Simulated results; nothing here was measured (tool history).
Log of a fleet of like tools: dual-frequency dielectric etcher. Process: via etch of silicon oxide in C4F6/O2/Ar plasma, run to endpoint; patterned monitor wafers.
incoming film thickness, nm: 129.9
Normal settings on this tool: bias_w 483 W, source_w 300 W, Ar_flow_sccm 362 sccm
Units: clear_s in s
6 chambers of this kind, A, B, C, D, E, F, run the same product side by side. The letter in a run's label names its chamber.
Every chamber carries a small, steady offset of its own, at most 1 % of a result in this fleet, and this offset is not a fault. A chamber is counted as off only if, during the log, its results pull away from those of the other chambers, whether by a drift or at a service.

{"run": "1E", "hour": 4.7, "bias_w": 483, "source_w": 300, "Ar_flow_sccm": 362, "clear_s": 32.788}
{"run": "2B", "hour": 8.9, "bias_w": 483, "source_w": 300, "Ar_flow_sccm": 362, "clear_s": 33.137}
{"run": "3F", "hour": 15.9, "bias_w": 483, "source_w": 300, "Ar_flow_sccm": 362, "clear_s": 32.736}
{"run": "4A", "hour": 23.9, "bias_w": 483, "source_w": 300, "Ar_flow_sccm": 362, "clear_s": 32.962}
{"run": "5C", "hour": 32.7, "bias_w": 483, "source_w": 300, "Ar_flow_sccm": 362, "clear_s": 33.273}
{"hour": 33.8, "done": "chamber B: Ar flow controller replaced"}
{"run": "6D", "hour": 41.0, "bias_w": 483, "source_w": 300, "Ar_flow_sccm": 362, "clear_s": 32.882}
{"run": "7C", "hour": 46.8, "bias_w": 483, "source_w": 300, "Ar_flow_sccm": 330, "clear_s": 32.775}
{"run": "8F", "hour": 52.2, "bias_w": 483, "source_w": 300, "Ar_flow_sccm": 330, "clear_s": 32.632}
{"run": "9E", "hour": 57.3, "bias_w": 483, "source_w": 300, "Ar_flow_sccm": 330, "clear_s": 32.178}
{"run": "10A", "hour": 64.3, "bias_w": 483, "source_w": 300, "Ar_flow_sccm": 330, "clear_s": 32.736}
{"run": "11B", "hour": 70.6, "bias_w": 483, "source_w": 300, "Ar_flow_sccm": 330, "clear_s": 32.673}
{"run": "12D", "hour": 77.4, "bias_w": 483, "source_w": 300, "Ar_flow_sccm": 330, "clear_s": 32.374}
{"run": "13C", "hour": 81.9, "bias_w": 483, "source_w": 300, "Ar_flow_sccm": 362, "clear_s": 32.938}
{"run": "14A", "hour": 88.3, "bias_w": 483, "source_w": 300, "Ar_flow_sccm": 362, "clear_s": 33.12}
{"run": "15E", "hour": 96.5, "bias_w": 483, "source_w": 300, "Ar_flow_sccm": 362, "clear_s": 32.747}
{"hour": 103.6, "done": "chamber A: Ar flow controller replaced"}
{"hour": 105.0, "done": "chamber A: wet clean of the chamber"}
{"run": "16D", "hour": 105.2, "bias_w": 483, "source_w": 300, "Ar_flow_sccm": 362, "clear_s": 32.582}
{"run": "17F", "hour": 111.5, "bias_w": 483, "source_w": 300, "Ar_flow_sccm": 362, "clear_s": 32.671}
{"run": "18B", "hour": 116.7, "bias_w": 483, "source_w": 300, "Ar_flow_sccm": 362, "clear_s": 33.14}
{"run": "19D", "hour": 123.8, "bias_w": 483, "source_w": 300, "Ar_flow_sccm": 362, "clear_s": 32.754}
{"run": "20A", "hour": 128.7, "bias_w": 483, "source_w": 300, "Ar_flow_sccm": 362, "clear_s": 32.908}
{"run": "21F", "hour": 135.9, "bias_w": 483, "source_w": 300, "Ar_flow_sccm": 362, "clear_s": 32.759}
{"run": "22B", "hour": 141.5, "bias_w": 483, "source_w": 300, "Ar_flow_sccm": 362, "clear_s": 32.971}
{"run": "23C", "hour": 148.2, "bias_w": 483, "source_w": 300, "Ar_flow_sccm": 362, "clear_s": 33.036}
{"run": "24E", "hour": 155.0, "bias_w": 483, "source_w": 300, "Ar_flow_sccm": 362, "clear_s": 32.806}
{"run": "25B", "hour": 163.9, "bias_w": 483, "source_w": 300, "Ar_flow_sccm": 362, "clear_s": 33.146}
{"run": "26C", "hour": 169.7, "bias_w": 483, "source_w": 300, "Ar_flow_sccm": 362, "clear_s": 33.142}
{"run": "27E", "hour": 174.6, "bias_w": 483, "source_w": 300, "Ar_flow_sccm": 362, "clear_s": 32.751}
{"run": "28D", "hour": 183.2, "bias_w": 483, "source_w": 300, "Ar_flow_sccm": 362, "clear_s": 32.401}
{"run": "29A", "hour": 189.2, "bias_w": 483, "source_w": 300, "Ar_flow_sccm": 362, "clear_s": 32.787}
{"run": "30F", "hour": 193.1, "bias_w": 483, "source_w": 300, "Ar_flow_sccm": 362, "clear_s": 32.831}
{"hour": 195.6, "done": "chamber E: wet clean of the chamber"}
{"run": "31D", "hour": 201.0, "bias_w": 483, "source_w": 300, "Ar_flow_sccm": 362, "clear_s": 31.976}
{"run": "32B", "hour": 208.6, "bias_w": 483, "source_w": 300, "Ar_flow_sccm": 362, "clear_s": 32.956}
{"run": "33F", "hour": 215.2, "bias_w": 391, "source_w": 350, "Ar_flow_sccm": 362, "clear_s": 33.525}
{"run": "34C", "hour": 221.7, "bias_w": 391, "source_w": 350, "Ar_flow_sccm": 362, "clear_s": 33.756}
{"run": "35E", "hour": 226.2, "bias_w": 391, "source_w": 350, "Ar_flow_sccm": 362, "clear_s": 33.276}
{"run": "36A", "hour": 231.2, "bias_w": 391, "source_w": 350, "Ar_flow_sccm": 362, "clear_s": 33.531}
{"hour": 235.1, "done": "chamber D: bias power generator calibrated"}
{"run": "37A", "hour": 240.1, "bias_w": 391, "source_w": 350, "Ar_flow_sccm": 362, "clear_s": 33.7}
{"run": "38D", "hour": 246.5, "bias_w": 391, "source_w": 350, "Ar_flow_sccm": 362, "clear_s": 32.405}
{"run": "39E", "hour": 254.7, "bias_w": 483, "source_w": 300, "Ar_flow_sccm": 362, "clear_s": 32.458}
{"run": "40F", "hour": 261.7, "bias_w": 483, "source_w": 300, "Ar_flow_sccm": 362, "clear_s": 32.788}
{"run": "41B", "hour": 268.0, "bias_w": 370, "source_w": 300, "Ar_flow_sccm": 302, "clear_s": 35.94}

Next, every chamber runs the same settings. What will each give?
{"run": "42A", "hour": 274.6, "bias_w": 390, "source_w": 300, "Ar_flow_sccm": 362, "clear_s": "?"}
{"run": "42B", "hour": 274.6, "bias_w": 390, "source_w": 300, "Ar_flow_sccm": 362, "clear_s": "?"}
{"run": "42C", "hour": 274.6, "bias_w": 390, "source_w": 300, "Ar_flow_sccm": 362, "clear_s": "?"}
{"run": "42D", "hour": 274.6, "bias_w": 390, "source_w": 300, "Ar_flow_sccm": 362, "clear_s": "?"}
{"run": "42E", "hour": 274.6, "bias_w": 390, "source_w": 300, "Ar_flow_sccm": 362, "clear_s": "?"}
{"run": "42F", "hour": 274.6, "bias_w": 390, "source_w": 300, "Ar_flow_sccm": 362, "clear_s": "?"}

run=42A clear_s=35.168
run=42B clear_s=36.023
run=42C clear_s=35.835
run=42D clear_s=34.249
run=42E clear_s=35.193
run=42F clear_s=35.548

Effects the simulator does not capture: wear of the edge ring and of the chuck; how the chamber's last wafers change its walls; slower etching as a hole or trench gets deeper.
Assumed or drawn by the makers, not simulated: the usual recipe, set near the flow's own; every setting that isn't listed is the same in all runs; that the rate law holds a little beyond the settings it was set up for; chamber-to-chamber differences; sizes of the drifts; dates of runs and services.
